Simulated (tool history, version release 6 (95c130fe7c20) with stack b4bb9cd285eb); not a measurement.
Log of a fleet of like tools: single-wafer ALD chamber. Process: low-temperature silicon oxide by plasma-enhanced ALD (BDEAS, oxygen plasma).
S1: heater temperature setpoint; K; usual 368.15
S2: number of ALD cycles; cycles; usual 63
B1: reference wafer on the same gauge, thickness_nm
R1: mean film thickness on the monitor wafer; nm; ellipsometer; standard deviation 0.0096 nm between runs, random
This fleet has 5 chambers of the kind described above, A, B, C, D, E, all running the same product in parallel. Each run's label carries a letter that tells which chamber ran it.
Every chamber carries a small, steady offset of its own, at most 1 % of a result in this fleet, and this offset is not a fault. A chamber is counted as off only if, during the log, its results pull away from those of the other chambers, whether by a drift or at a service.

{"run": "1E", "hour": 6.8, "S1": 368.15, "S2": 63, "B1": 8.7597, "R1": 9.1714}
{"run": "2B", "hour": 13.3, "S1": 368.15, "S2": 63, "B1": 8.7579, "R1": 9.153}
{"run": "3C", "hour": 18.1, "S1": 368.15, "S2": 63, "B1": 8.7535, "R1": 9.2058}
{"run": "4D", "hour": 21.4, "S1": 368.15, "S2": 63, "B1": 8.7562, "R1": 9.1995}
{"run": "5A", "hour": 26.7, "S1": 368.15, "S2": 63, "B1": 8.7542, "R1": 9.1534}
{"run": "6A", "hour": 32.6, "S1": 368.15, "S2": 63, "B1": 8.7527, "R1": 9.1696}
{"run": "7C", "hour": 36.3, "S1": 368.15, "S2": 63, "B1": 8.7546, "R1": 9.2116}
{"run": "8E", "hour": 42.1, "S1": 368.15, "S2": 63, "B1": 8.7512, "R1": 9.1515}
{"run": "9D", "hour": 46.8, "S1": 368.15, "S2": 63, "B1": 8.7494, "R1": 9.1923}
{"run": "10B", "hour": 52.5, "S1": 368.15, "S2": 63, "B1": 8.7495, "R1": 9.1424}
{"run": "11C", "hour": 59.1, "S1": 368.15, "S2": 63, "B1": 8.747, "R1": 9.2084}
{"run": "12B", "hour": 62.2, "S1": 368.15, "S2": 63, "B1": 8.7483, "R1": 9.1456}
{"run": "13A", "hour": 66.0, "S1": 355.15, "S2": 68, "B1": 8.7456, "R1": 10.364}
{"run": "14E", "hour": 72.8, "S1": 355.15, "S2": 68, "B1": 8.7467, "R1": 10.304}
{"run": "15D", "hour": 79.0, "S1": 355.15, "S2": 68, "B1": 8.7435, "R1": 10.382}
{"run": "16C", "hour": 82.1, "S1": 355.15, "S2": 68, "B1": 8.7419, "R1": 10.393}
{"run": "17B", "hour": 88.5, "S1": 355.15, "S2": 68, "B1": 8.7428, "R1": 10.296}
{"run": "18E", "hour": 92.6, "S1": 368.15, "S2": 63, "B1": 8.7393, "R1": 9.1442}
{"run": "19D", "hour": 97.0, "S1": 368.15, "S2": 63, "B1": 8.7387, "R1": 9.173}
{"run": "20A", "hour": 101.9, "S1": 368.15, "S2": 63, "B1": 8.7401, "R1": 9.1535}
{"run": "21E", "hour": 106.2, "S1": 368.15, "S2": 63, "B1": 8.7389, "R1": 9.1436}
{"run": "22D", "hour": 112.4, "S1": 368.15, "S2": 63, "B1": 8.7374, "R1": 9.1739}
{"run": "23A", "hour": 117.0, "S1": 358.15, "S2": 63, "B1": 8.7365, "R1": 9.4754}
{"run": "24C", "hour": 122.5, "S1": 358.15, "S2": 63, "B1": 8.7368, "R1": 9.5159}
{"run": "25B", "hour": 126.8, "S1": 358.15, "S2": 63, "B1": 8.7333, "R1": 9.4407}
{"run": "26E", "hour": 132.4, "S1": 358.15, "S2": 63, "B1": 8.7292, "R1": 9.4639}
{"run": "27A", "hour": 137.7, "S1": 358.15, "S2": 63, "B1": 8.73, "R1": 9.4883}
{"run": "28C", "hour": 141.6, "S1": 368.15, "S2": 63, "B1": 8.7305, "R1": 9.1988}
{"run": "29B", "hour": 145.7, "S1": 368.15, "S2": 63, "B1": 8.7316, "R1": 9.1224}
{"run": "30D", "hour": 151.6, "S1": 368.15, "S2": 63, "B1": 8.7294, "R1": 9.1785}
{"run": "31D", "hour": 157.7, "S1": 357.15, "S2": 58, "B1": 8.7277, "R1": 8.7829}
{"run": "32B", "hour": 162.6, "S1": 357.15, "S2": 58, "B1": 8.7289, "R1": 8.6941}
{"run": "33C", "hour": 168.3, "S1": 357.15, "S2": 58, "B1": 8.7272, "R1": 8.7774}
{"run": "34E", "hour": 173.0, "S1": 357.15, "S2": 58, "B1": 8.7264, "R1": 8.7155}
{"run": "35A", "hour": 178.3, "S1": 357.15, "S2": 58, "B1": 8.7247, "R1": 8.7349}

Read the log: is a single chamber off, either drifting away or since a service, is the gauge that measures every chamber drifting, or is nothing wrong beyond small per-chamber offsets? Name any odd chamber and what most likely caused it.

Every chamber seems to shift together because the gauge that measures them all drifts; the chambers themselves are fine.
Likeliest cause: gauge reads low (%) = 0.432.

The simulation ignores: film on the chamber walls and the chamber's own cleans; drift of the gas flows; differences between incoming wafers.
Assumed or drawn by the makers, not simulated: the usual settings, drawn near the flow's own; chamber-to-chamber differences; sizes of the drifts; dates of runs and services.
